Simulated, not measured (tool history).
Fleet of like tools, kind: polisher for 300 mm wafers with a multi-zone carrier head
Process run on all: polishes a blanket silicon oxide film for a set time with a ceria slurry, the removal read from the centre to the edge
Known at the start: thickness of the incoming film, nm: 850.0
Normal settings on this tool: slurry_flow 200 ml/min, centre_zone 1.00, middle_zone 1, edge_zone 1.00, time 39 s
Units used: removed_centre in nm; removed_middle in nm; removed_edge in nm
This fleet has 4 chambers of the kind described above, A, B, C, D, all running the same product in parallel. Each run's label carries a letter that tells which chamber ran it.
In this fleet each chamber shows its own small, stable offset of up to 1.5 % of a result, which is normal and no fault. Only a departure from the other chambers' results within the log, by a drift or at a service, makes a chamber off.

run   hour  slurry_flow  centre_zone  middle_zone  edge_zone  time  removed_centre  removed_middle  removed_edge
      12.5  -- chamber B: worn pad replaced by a new one
 1D   14.9          200         1.00            1       1.00    39          187.29          194.80        186.38
      28.2  -- chamber C: worn pad replaced by a new one
 2B   29.6          200         1.00            1       1.00    39          184.92          188.57        191.45
      33.6  -- chamber A: worn pad replaced by a new one
      38.9  -- chamber D: worn pad replaced by a new one
 3C   41.5          200         1.00            1       1.00    39          188.14          187.24        188.70
 4A   54.5          200         1.00            1       1.00    39          190.09          185.38        187.61
 5B   65.6          200         1.00            1       1.00    39          187.38          185.36        186.29
 6D   80.1          200         1.00            1       1.00    39          188.53          190.59        188.74
 7A   92.2          200         1.00            1       1.07    27          132.13          128.15        135.50
      94.8  -- chamber D: edge zone pressure recalibrated
      95.1  -- chamber B: worn pad replaced by a new one
      99.4  -- chamber C: worn pad replaced by a new one
 8C   99.9          200         1.00            1       1.07    27          130.67          129.45        133.74
     107.8  -- chamber A: worn pad replaced by a new one
 9A  113.2          200         1.00            1       1.07    27          131.83          131.25        134.02
     126.7  -- chamber D: worn pad replaced by a new one
10D  128.5          200         1.00            1       1.07    27          130.50          130.65        136.73
11B  139.5          200         1.00            1       1.00    39          189.40          188.31        182.76
12C  149.6          200         1.00            1       1.00    39          185.56          188.31        187.90
     149.9  -- chamber A: edge zone pressure recalibrated
13B  162.5          200         1.00            1       1.00    30          141.95          142.17        143.19
     172.5  -- chamber C: worn pad replaced by a new one
14D  172.7          200         1.00            1       1.00    30          145.65          146.45        142.84
     173.8  -- chamber B: worn pad replaced by a new one
     180.7  -- chamber A: worn pad replaced by a new one
15A  182.8          200         1.00            1       1.00    30          145.97          144.68        145.79
     187.0  -- chamber B: centre zone pressure recalibrated
16C  191.6          200         1.00            1       1.00    30          145.53          144.21        142.21
17A  205.8          200         1.00            1       1.00    39          188.40          182.05        187.51
     213.1  -- chamber A: centre zone pressure recalibrated
18D  217.0          250         0.93            1       1.00    39          177.53          189.16        187.68
     217.1  -- chamber D: worn pad replaced by a new one
19B  227.9          250         0.93            1       1.00    39          154.59          190.61        195.79
20C  234.6          250         0.93            1       1.00    39          173.15          192.93        194.67
21A  243.6          250         0.93            1       1.00    39          179.78          194.95        191.93
     244.1  -- chamber C: worn pad replaced by a new one
22B  250.9          200         1.00            1       1.00    39          164.39          188.04        188.15
     255.2  -- chamber B: worn pad replaced by a new one
23D  259.8          200         1.00            1       1.11    50          239.92          239.76        258.81
     264.3  -- chamber A: worn pad replaced by a new one
24C  267.6          200         1.00            1       1.11    50          242.30          240.92        256.78
25D  278.1          200         1.00            1       1.11    50          242.40          249.71        254.25
26C  288.5          200         1.00            1       1.11    50          239.26          239.22        254.35
     296.2  -- chamber D: worn pad replaced by a new one
27A  299.3          200         0.93            1       0.95    39          173.58          178.65        185.06
28B  306.0          200         0.93            1       0.95    39          151.20          186.81        183.01
29C  314.1          200         0.93            1       0.95    39          173.93          191.00        185.94
     322.9  -- chamber C: worn pad replaced by a new one
30D  324.5          200         0.93            1       0.95    39          175.79          192.40        184.84
31A  335.6          200         1.00            1       1.00    39          184.16          187.34        188.66
     339.0  -- chamber B: worn pad replaced by a new one
     342.4  -- chamber A: worn pad replaced by a new one
32B  343.9          200         1.00            1       1.00    39          166.50          187.01        185.23
33D  352.9          200         1.00            1       1.00    39          187.67          188.96        186.37
34B  361.1          200         1.00            1       1.00    39          163.65          188.87        189.64
     368.8  -- chamber C: centre zone pressure recalibrated
     371.4  -- chamber D: worn pad replaced by a new one
35A  372.8          200         1.00            1       1.00    39          189.18          192.46        189.45
     377.0  -- chamber C: edge zone pressure recalibrated
36C  380.5          200         1.00            1       1.00    39          190.69          188.74        192.22
     386.7  -- chamber C: slurry nozzle cleaned
37C  393.0          200         1.00            1       1.00    39          186.78          189.21        189.52
38D  407.4          200         1.00            1       1.06    39          189.73          189.78        192.65

Next, all 4 chambers run the settings below, one line each with question marks for the results. What does each chamber give?
39A  418.4          200         1.00            1       1.00    39               ?               ?             ?
39B  418.4          200         1.00            1       1.00    39               ?               ?             ?
39C  418.4          200         1.00            1       1.00    39               ?               ?             ?
39D  418.4          200         1.00            1       1.00    39               ?               ?             ?

run  removed_centre  removed_middle  removed_edge
39A          189.45          182.60        186.96
39B          166.29          184.56        185.28
39C          189.41          189.85        192.89
39D          186.35          189.98        191.77

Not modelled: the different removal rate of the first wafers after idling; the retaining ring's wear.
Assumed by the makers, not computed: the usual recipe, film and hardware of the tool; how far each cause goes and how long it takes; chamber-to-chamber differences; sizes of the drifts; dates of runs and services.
